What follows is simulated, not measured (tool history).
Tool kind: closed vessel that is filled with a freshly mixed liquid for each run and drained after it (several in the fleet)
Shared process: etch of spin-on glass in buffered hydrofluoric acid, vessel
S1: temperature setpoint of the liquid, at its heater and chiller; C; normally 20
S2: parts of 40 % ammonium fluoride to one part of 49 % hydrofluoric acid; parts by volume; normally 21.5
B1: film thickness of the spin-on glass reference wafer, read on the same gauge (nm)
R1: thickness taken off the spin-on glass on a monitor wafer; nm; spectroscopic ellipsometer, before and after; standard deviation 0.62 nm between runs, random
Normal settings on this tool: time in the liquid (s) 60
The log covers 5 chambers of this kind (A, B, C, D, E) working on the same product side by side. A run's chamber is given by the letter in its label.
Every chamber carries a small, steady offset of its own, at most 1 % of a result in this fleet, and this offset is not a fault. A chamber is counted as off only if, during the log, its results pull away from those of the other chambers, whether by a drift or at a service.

{"run": "1A", "hour": 2.9, "S1": 20, "S2": 21.5, "time in the liquid (s)": 60, "B1": 80.066, "R1": 79.939}
{"run": "2B", "hour": 7.9, "S1": 20, "S2": 21.5, "time in the liquid (s)": 60, "B1": 79.973, "R1": 79.481}
{"run": "3E", "hour": 11.8, "S1": 20, "S2": 21.5, "time in the liquid (s)": 60, "B1": 79.98, "R1": 78.951}
{"run": "4C", "hour": 15.0, "S1": 20, "S2": 21.5, "time in the liquid (s)": 60, "B1": 79.995, "R1": 79.987}
{"run": "5D", "hour": 20.7, "S1": 20, "S2": 21.5, "time in the liquid (s)": 60, "B1": 79.982, "R1": 78.777}
{"run": "6A", "hour": 24.3, "S1": 20, "S2": 21.5, "time in the liquid (s)": 60, "B1": 80.007, "R1": 79.67}
{"run": "7D", "hour": 27.4, "S1": 20, "S2": 21.5, "time in the liquid (s)": 60, "B1": 80.02, "R1": 79.583}
{"run": "8B", "hour": 31.6, "S1": 20, "S2": 21.5, "time in the liquid (s)": 60, "B1": 80.031, "R1": 80.383}
{"run": "9C", "hour": 37.1, "S1": 20, "S2": 21.5, "time in the liquid (s)": 60, "B1": 80.014, "R1": 80.871}
{"run": "10E", "hour": 41.9, "S1": 20, "S2": 21.5, "time in the liquid (s)": 60, "B1": 80.028, "R1": 81.326}
{"run": "11C", "hour": 45.4, "S1": 20, "S2": 21.5, "time in the liquid (s)": 60, "B1": 80.01, "R1": 80.009}
{"run": "12D", "hour": 49.6, "S1": 20, "S2": 21.5, "time in the liquid (s)": 60, "B1": 79.997, "R1": 79.494}
{"run": "13B", "hour": 53.5, "S1": 20, "S2": 21.5, "time in the liquid (s)": 60, "B1": 80.011, "R1": 79.52}
{"run": "14E", "hour": 57.6, "S1": 20, "S2": 21.5, "time in the liquid (s)": 60, "B1": 79.983, "R1": 78.828}
{"run": "15A", "hour": 62.5, "S1": 20, "S2": 21.5, "time in the liquid (s)": 60, "B1": 79.954, "R1": 78.824}
{"run": "16B", "hour": 65.9, "S1": 20, "S2": 21.5, "time in the liquid (s)": 60, "B1": 79.984, "R1": 79.674}
{"run": "17D", "hour": 69.7, "S1": 20, "S2": 21.5, "time in the liquid (s)": 60, "B1": 80.018, "R1": 79.33}
{"run": "18C", "hour": 75.4, "S1": 20, "S2": 21.5, "time in the liquid (s)": 60, "B1": 80.014, "R1": 80.587}
{"run": "19A", "hour": 81.1, "S1": 20, "S2": 21.5, "time in the liquid (s)": 60, "B1": 79.989, "R1": 77.94}
{"run": "20E", "hour": 85.2, "S1": 20, "S2": 17.5, "time in the liquid (s)": 60, "B1": 79.991, "R1": 96.796}
{"run": "21A", "hour": 89.0, "S1": 20, "S2": 17.5, "time in the liquid (s)": 60, "B1": 79.981, "R1": 93.537}
{"run": "22D", "hour": 94.6, "S1": 20, "S2": 17.5, "time in the liquid (s)": 60, "B1": 79.952, "R1": 95.571}
{"run": "23C", "hour": 100.2, "S1": 20, "S2": 17.5, "time in the liquid (s)": 60, "B1": 79.945, "R1": 97.576}
{"run": "24B", "hour": 103.9, "S1": 20, "S2": 17.5, "time in the liquid (s)": 60, "B1": 80.013, "R1": 96.14}
{"run": "25E", "hour": 106.6, "S1": 20, "S2": 21.5, "time in the liquid (s)": 60, "B1": 79.969, "R1": 79.909}
{"run": "26A", "hour": 109.3, "S1": 20, "S2": 21.5, "time in the liquid (s)": 60, "B1": 79.997, "R1": 77.273}
{"run": "27B", "hour": 113.8, "S1": 20, "S2": 21.5, "time in the liquid (s)": 60, "B1": 79.987, "R1": 79.056}
{"run": "28C", "hour": 116.8, "S1": 20, "S2": 21.5, "time in the liquid (s)": 60, "B1": 79.979, "R1": 79.964}
{"run": "29D", "hour": 119.9, "S1": 20, "S2": 21.5, "time in the liquid (s)": 60, "B1": 79.969, "R1": 81.753}
{"run": "30E", "hour": 124.5, "S1": 20, "S2": 21.5, "time in the liquid (s)": 60, "B1": 80.012, "R1": 79.681}
{"run": "31C", "hour": 128.0, "S1": 20, "S2": 15, "time in the liquid (s)": 60, "B1": 80.021, "R1": 112.51}
{"run": "32D", "hour": 131.5, "S1": 20, "S2": 15, "time in the liquid (s)": 60, "B1": 79.987, "R1": 110.84}
{"run": "33E", "hour": 136.3, "S1": 20, "S2": 15, "time in the liquid (s)": 60, "B1": 79.976, "R1": 111.74}
{"run": "34B", "hour": 140.4, "S1": 20, "S2": 15, "time in the liquid (s)": 60, "B1": 79.919, "R1": 111.19}
{"run": "35A", "hour": 145.0, "S1": 20, "S2": 15, "time in the liquid (s)": 60, "B1": 79.987, "R1": 105.54}
{"run": "36D", "hour": 147.7, "S1": 20, "S2": 21.5, "time in the liquid (s)": 60, "B1": 80.057, "R1": 80.198}
{"run": "37B", "hour": 151.9, "S1": 20, "S2": 27.5, "time in the liquid (s)": 60, "B1": 79.966, "R1": 66.207}
{"run": "38E", "hour": 154.8, "S1": 20, "S2": 27.5, "time in the liquid (s)": 60, "B1": 80.052, "R1": 67.421}
{"run": "39C", "hour": 159.2, "S1": 20, "S2": 27.5, "time in the liquid (s)": 60, "B1": 80.022, "R1": 66.792}
{"run": "40A", "hour": 162.4, "S1": 20, "S2": 27.5, "time in the liquid (s)": 60, "B1": 79.98, "R1": 63.734}
{"run": "41E", "hour": 165.6, "S1": 20, "S2": 27.5, "time in the liquid (s)": 60, "B1": 80.012, "R1": 67.098}

Each of the 5 chambers runs these same settings next. Fill in every chamber's results:
{"run": "42A", "hour": 169.7, "S1": 20, "S2": 21.5, "time in the liquid (s)": 60, "R1": "?"}
{"run": "42B", "hour": 169.7, "S1": 20, "S2": 21.5, "time in the liquid (s)": 60, "R1": "?"}
{"run": "42C", "hour": 169.7, "S1": 20, "S2": 21.5, "time in the liquid (s)": 60, "R1": "?"}
{"run": "42D", "hour": 169.7, "S1": 20, "S2": 21.5, "time in the liquid (s)": 60, "R1": "?"}
{"run": "42E", "hour": 169.7, "S1": 20, "S2": 21.5, "time in the liquid (s)": 60, "R1": "?"}

run=42A R1=75.596
run=42B R1=79.241
run=42C R1=81.397
run=42D R1=79.172
run=42E R1=79.986
